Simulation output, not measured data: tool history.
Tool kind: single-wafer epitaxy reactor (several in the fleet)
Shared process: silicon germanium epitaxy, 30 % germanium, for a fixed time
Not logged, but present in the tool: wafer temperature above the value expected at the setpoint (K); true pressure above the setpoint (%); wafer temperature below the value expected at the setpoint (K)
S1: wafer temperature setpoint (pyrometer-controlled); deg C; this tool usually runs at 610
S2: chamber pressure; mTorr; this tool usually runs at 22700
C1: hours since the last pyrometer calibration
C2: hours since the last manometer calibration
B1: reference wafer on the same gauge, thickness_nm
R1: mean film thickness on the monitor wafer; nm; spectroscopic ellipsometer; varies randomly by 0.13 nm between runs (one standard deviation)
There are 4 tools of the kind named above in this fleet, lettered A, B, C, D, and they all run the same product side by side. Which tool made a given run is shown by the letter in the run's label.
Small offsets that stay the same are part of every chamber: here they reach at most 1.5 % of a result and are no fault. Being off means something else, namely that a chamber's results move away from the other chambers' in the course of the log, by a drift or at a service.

run     day   S1     S2      C1      C2      B1      R1
 1C   0.371  610  22700  2223.2   789.6  83.303  73.804
 2D   0.629  610  22700  2675.6  1129.4  83.386  74.313
 3B   0.838  610  22700    1255  1055.2  83.356  73.387
 4A   1.175  610  22700  1929.4   277.5  83.401  74.436
 5A   1.412  610  22700  1935.1   283.2  83.381  74.372
 6D   1.783  610  22700  2703.3  1157.1  83.373  74.547
 7C   1.971  605  22700  2261.6     828  83.418  67.498
 8B   2.258  605  22700  1289.1  1089.3  83.415    67.2
 9D   2.558  605  22700  2721.9  1175.7  83.426  68.019
10A   2.821  605  22700  1968.9     317  83.467  68.301
11C   3.154  610  22700    2290   856.4  83.442  74.157
12B   3.367  610  22700  1315.7  1115.9  83.482  73.448
13B   3.571  610  22700  1320.6  1120.8  83.507  73.521
14D   3.929  610  22700  2754.8  1208.6   83.48  74.738
15C   4.292  610  22700  2317.3   883.7  83.535  73.849
16A   4.654  610  22700  2012.9     361  83.545  74.535
17A   5.021  610  22700  2021.7   369.8  83.531  74.661
18C   5.279  610  22700    2341   907.4  83.614  74.044
19D   5.558  599  22700  2793.9  1247.7  83.593  61.141
20B   5.912  599  22700  1376.8    1177  83.557  60.891
21D   6.238  599  22700  2810.2    1264  83.632  61.241
22A   6.429  599  22700  2055.5   403.6  83.675  61.396
23C   6.658  610  22700  2374.1   940.5  83.679  74.307
24B   6.883  610  22700  1400.1  1200.3  83.703  73.749
25A   7.229  610  22700  2074.7   422.8   83.66  74.733
26D   7.404  610  22700  2838.2    1292  83.691  74.834
27C     7.7  610  22700  2399.1   965.5  83.699  74.389
28B   8.038  597  25300  1427.8    1228  83.725  61.076
29D   8.221  597  25300  2857.8  1311.6  83.761  61.638
30B   8.462  597  25300    1438  1238.2  83.737  61.119
31A   8.717  597  25300  2110.4   458.5  83.801  61.765
32C   8.933  610  22700  2428.7   995.1  83.759  74.514
33B   9.242  610  22700  1456.7  1256.9  83.801  73.674
34C   9.533  610  22700  2443.1  1009.5  83.793  74.145
35D     9.7  610  22700  2893.3  1347.1  83.834  74.923
36A  10.071  610  22700  2142.9     491  83.855  75.088
37B  10.292  610  22700  1481.9  1282.1  83.871  74.127
38C    10.6  610  22700  2468.7  1035.1  83.851  74.183

All 4 chambers run these settings next. Forecast each chamber's results:
39A  10.871  610  22700               ?
39B  10.871  610  22700               ?
39C  10.871  610  22700               ?
39D  10.871  610  22700               ?

run      R1
39A  74.984
39B   73.89
39C   74.44
39D  74.819

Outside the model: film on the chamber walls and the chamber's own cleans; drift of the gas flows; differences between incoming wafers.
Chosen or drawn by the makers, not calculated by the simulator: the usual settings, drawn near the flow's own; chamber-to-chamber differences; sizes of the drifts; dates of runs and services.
